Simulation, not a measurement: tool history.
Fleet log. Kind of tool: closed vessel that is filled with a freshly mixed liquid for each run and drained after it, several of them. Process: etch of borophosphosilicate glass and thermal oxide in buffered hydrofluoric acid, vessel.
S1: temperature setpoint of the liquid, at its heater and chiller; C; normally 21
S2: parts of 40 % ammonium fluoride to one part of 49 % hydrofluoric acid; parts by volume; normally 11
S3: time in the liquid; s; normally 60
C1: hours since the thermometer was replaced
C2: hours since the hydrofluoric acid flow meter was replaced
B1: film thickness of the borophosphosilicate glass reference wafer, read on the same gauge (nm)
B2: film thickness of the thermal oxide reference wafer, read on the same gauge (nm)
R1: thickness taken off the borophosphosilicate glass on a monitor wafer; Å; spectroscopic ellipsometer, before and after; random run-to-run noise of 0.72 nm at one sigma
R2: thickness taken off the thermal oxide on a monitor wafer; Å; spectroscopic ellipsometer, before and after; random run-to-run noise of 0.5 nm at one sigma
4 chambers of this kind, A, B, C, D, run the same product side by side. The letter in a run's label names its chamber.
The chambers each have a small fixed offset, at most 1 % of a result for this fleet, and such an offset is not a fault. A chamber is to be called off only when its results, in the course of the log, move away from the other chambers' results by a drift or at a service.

run	hour	S1	S2	S3	C1	C2	B1	B2	R1	R2
1D	10.4	21	11	60	750.1	1047.2	90.006	90.006	1069.2	552.6
2B	17.2	21	11	60	1962	267.8	90.002	89.99	1068.9	557.14
3A	24.9	21	11	60	699.5	249	89.976	89.991	1075	555.16
4C	36.8	21	11	60	332.7	689.6	90.004	89.989	1067.1	549.88
5A	45.7	21	11	60	720.3	269.8	90.026	90.011	1081.4	558.51
# hour 49.9: chamber C: hydrofluoric acid flow meter replaced
6C	58.6	21	11	60	354.5	8.7	90.006	90.053	1065.3	549.12
7B	66.3	21	11	60	2011.1	316.9	90.012	90.034	1068.1	551.26
8D	77.8	21	11	60	817.5	1114.6	89.973	89.983	1077.3	548.56
9A	85	21	11	60	759.6	309.1	89.995	89.96	1080.2	554.61
10D	97.5	21	11	60	837.2	1134.3	90.025	90.021	1070.6	549.3
11B	108.7	21	11	60	2053.5	359.3	89.996	90.014	1068.3	550.04
12C	122.1	21	11	60	418	72.2	90.018	89.975	1066.7	557.57
13B	135.5	21	11	60	2080.3	386.1	89.963	90.033	1069.9	566.45
14D	144.8	21	11	60	884.5	1181.6	90.016	89.998	1082.4	558.37
15C	152.8	21	11	60	448.7	102.9	90.001	90.002	1068.9	558.3
16A	159.7	21	11	60	834.3	383.8	89.992	89.957	1062.4	560.41
17D	169.2	21	11	60	908.9	1206	90.008	90.005	1074.6	553.68
18A	179.7	21	11	60	854.3	403.8	90.006	90.012	1080.2	549.84
19B	191.7	21	11	60	2136.5	442.3	90.004	89.98	1058.3	555.86
20C	203.7	21	11	60	499.6	153.8	90.031	90.001	1083.2	549.4
21B	216.4	21	11	60	2161.2	467	89.977	90.006	1062.2	555.03
22C	224.4	21	11	60	520.3	174.5	90.003	90.034	1075.5	549.66
23A	236.2	21	11	60	910.8	460.3	89.989	90.005	1069.7	557.15
24D	249.9	21	11	60	989.6	1286.7	90.001	90.02	1052.3	547.43
25C	262.6	21	11	60	558.5	212.7	90.021	89.962	1064.4	550.65
26A	269.2	21	11	60	943.8	493.3	89.992	90.009	1065	563.59
27B	276.8	21	11	60	2221.6	527.4	89.994	90.034	1079.2	555.4
28D	283.2	24	11	60	1022.9	1320	90.006	90.022	1270.3	656.6
# hour 288.3: chamber A: thermometer replaced
29A	289.2	24	11	60	0.9	513.3	89.979	89.997	1250.9	647.46
30C	299.2	24	11	60	595.1	249.3	89.986	90.004	1259.6	656.81
31B	305.6	24	11	60	2250.4	556.2	90.003	90.023	1247.8	653.85
32D	313	21	11	60	1052.7	1349.8	90.016	90.039	1080.7	543.07
33D	325.7	21	11	60	1065.4	1362.5	89.997	90.002	1059.8	551.59
34B	331.9	21	11	60	2276.7	582.5	90.006	89.959	1073.5	564.32
35A	344.9	21	11	60	56.6	569	90.001	90.016	1087.6	553.89
36C	351.8	21	11	60	647.7	301.9	90.021	89.991	1068.9	554.03
37A	362.6	21	11	60	74.3	586.7	89.981	89.966	1056.8	545.32
# hour 369: chamber C: thermometer replaced
38D	376	21	11	60	1115.7	1412.8	89.974	89.969	1068.6	546.04
39C	387.1	21	11	60	18.1	337.2	89.991	90	1063.6	559.28
40B	395.4	21	11	60	2340.2	646	90	90.016	1068.6	553.21
41B	408.7	26	11	40	2353.5	659.3	90.01	90.002	930.17	494.4
42C	416.4	26	11	40	47.4	366.5	90.005	89.99	932.2	485.12
43A	425.2	26	11	40	136.9	649.3	89.99	90.009	932.46	482.02

Is one chamber out of step, is the gauge drifting, or do the chambers differ by no more than their own small offsets? For an off chamber, give its letter and the likeliest cause.

The fleet is healthy, with each chamber sitting at its usual small offset and no drift in the gauge.
